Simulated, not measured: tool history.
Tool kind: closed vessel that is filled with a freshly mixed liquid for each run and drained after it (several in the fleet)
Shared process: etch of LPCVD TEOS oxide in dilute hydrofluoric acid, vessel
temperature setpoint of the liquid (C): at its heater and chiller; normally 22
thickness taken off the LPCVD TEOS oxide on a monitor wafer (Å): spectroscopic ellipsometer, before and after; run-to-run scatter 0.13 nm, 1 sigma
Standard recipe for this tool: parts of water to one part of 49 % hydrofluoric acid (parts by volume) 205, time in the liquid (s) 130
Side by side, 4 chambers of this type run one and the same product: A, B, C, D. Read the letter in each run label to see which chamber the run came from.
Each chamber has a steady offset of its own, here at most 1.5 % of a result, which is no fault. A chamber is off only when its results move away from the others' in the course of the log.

run     day  temperature setpoint of the liquid (C)  parts of water to one part of 49 % hydrofluoric acid (parts by volume)  time in the liquid (s)  read-back film thickness of the LPCVD TEOS oxide reference wafer, read on the same gauge (nm)  thickness taken off the LPCVD TEOS oxide on a monitor wafer (Å)
 1C   0.288                                      22                                                                     205                     130                                                                                         79.972                                                           294.71
 2D   0.812                                      22                                                                     205                     130                                                                                         80.034                                                           296.13
 3B    1.15                                      22                                                                     205                     130                                                                                         80.008                                                           288.75
 4A   1.654                                      22                                                                     205                     130                                                                                         80.028                                                           291.45
 5B   1.967                                      22                                                                     205                     130                                                                                         80.016                                                           291.49
 6C   2.342                                      22                                                                     205                     130                                                                                         79.982                                                            294.1
 7D   2.621                                      22                                                                     205                     130                                                                                         80.028                                                           295.66
      2.704  -- chamber B: hydrofluoric acid flow meter replaced
 8A   2.975                                      22                                                                     205                     130                                                                                         80.006                                                           292.01
 9C   3.517                                      22                                                                     205                     130                                                                                          79.99                                                           293.28
10D   3.825                                      22                                                                     205                     130                                                                                         80.022                                                           294.03
11A   4.246                                      22                                                                     205                     130                                                                                         80.022                                                           290.64
12B   4.729                                      22                                                                     205                     130                                                                                         80.015                                                              290
13B   5.071                                      22                                                                     205                     130                                                                                         80.003                                                           290.78
14D   5.479                                      22                                                                     205                     130                                                                                         79.991                                                           296.25
15C   5.746                                      22                                                                     205                     130                                                                                         80.018                                                           294.46
16A   6.221                                      22                                                                     205                     130                                                                                         80.003                                                           289.43
17D   6.483                                      22                                                                     205                     130                                                                                         79.998                                                            298.8
18C   6.871                                      22                                                                     205                     130                                                                                         80.002                                                            295.5
19A   7.158                                    19.5                                                                     205                     185                                                                                         79.983                                                           375.76
20B   7.588                                    19.5                                                                     205                     185                                                                                         79.991                                                           377.62
21C    7.85                                    19.5                                                                     205                     185                                                                                         79.996                                                           378.98
22A    8.35                                    19.5                                                                     205                     185                                                                                         79.993                                                           372.47
23B   8.908                                      22                                                                     205                     130                                                                                         79.976                                                           289.87
24D   9.388                                      22                                                                     205                     130                                                                                         80.021                                                           296.33
25D    9.85                                      22                                                                     205                     130                                                                                         80.007                                                            293.9
26C  10.304                                      22                                                                     205                     130                                                                                         80.006                                                           294.33
27B  10.783                                      22                                                                     205                     130                                                                                         80.011                                                           290.42
     11.267  -- chamber B: thermometer replaced
28A    11.3                                      22                                                                     205                     130                                                                                             80                                                           288.19
29B  11.775                                      22                                                                     205                     130                                                                                         79.997                                                           293.28
30D  12.071                                      22                                                                     205                     130                                                                                         79.975                                                            294.8
31A  12.412                                      22                                                                     205                     130                                                                                         79.998                                                            286.4
32C  12.917                                      22                                                                     205                     130                                                                                         80.003                                                           293.87
33A  13.325                                      22                                                                     205                     130                                                                                             80                                                           283.59
34C  13.738                                      22                                                                     205                     130                                                                                         80.002                                                           295.31
35B   14.05                                    25.5                                                                     205                      90                                                                                         80.004                                                           229.83
36D  14.625                                    25.5                                                                     205                      90                                                                                         79.999                                                           233.24
37A  14.904                                    25.5                                                                     205                      90                                                                                         79.996                                                           225.17
38C   15.45                                    25.5                                                                     205                      90                                                                                         80.007                                                           231.37
39B  15.833                                      22                                                                     290                     100                                                                                         80.014                                                           146.49
40D  16.346                                      22                                                                     290                     100                                                                                         79.994                                                           148.62
41D  16.804                                      22                                                                     290                     100                                                                                         79.982                                                           147.59
42A  17.092                                      22                                                                     290                     100                                                                                         80.005                                                           141.17
43C  17.596                                      22                                                                     205                     130                                                                                         80.035                                                           294.52

Has any chamber moved away from the others, gradually or after a service, or does the common gauge drift, or do the chambers differ only by their own small steady offsets? State the chamber and the most likely cause if one applies.

Chamber A drifts away from the others.
What lies behind it: liquid colder than its thermometer reads (K) = 0.826.
The log may not separate it from: hydrofluoric acid flow below the setpoint (%).

Below are 4 candidate recipes for chamber A's next run, each the usual settings with a change, their results shown as question marks. Which of them brings A's results back in line with what the other chambers give on the usual settings?
Maximum distance from the other chambers' mean on the usual settings for a result to count as in line: thickness taken off the LPCVD TEOS oxide on a monitor wafer (Å) 4.5
44A-1  18.025                                      22                                                                     205                     135                                                                                                                                                               ?
44A-2  18.025                                      21                                                                     205                     130                                                                                                                                                               ?
44A-3  18.025                                    22.5                                                                     205                     130                                                                                                                                                               ?
44A-4  18.025                                    21.5                                                                     205                     130                                                                                                                                                               ?

The mean the other chambers reach with the usual settings: thickness taken off the LPCVD TEOS oxide on a monitor wafer (Å) 293.93
  run  thickness taken off the LPCVD TEOS oxide on a monitor wafer (Å)
44A-1                                                            292.8
44A-2                                                           271.38
44A-3                                                           287.46
44A-4                                                           276.63
The right change is 44A-1: it brings the chamber back within the allowed miss of the others.

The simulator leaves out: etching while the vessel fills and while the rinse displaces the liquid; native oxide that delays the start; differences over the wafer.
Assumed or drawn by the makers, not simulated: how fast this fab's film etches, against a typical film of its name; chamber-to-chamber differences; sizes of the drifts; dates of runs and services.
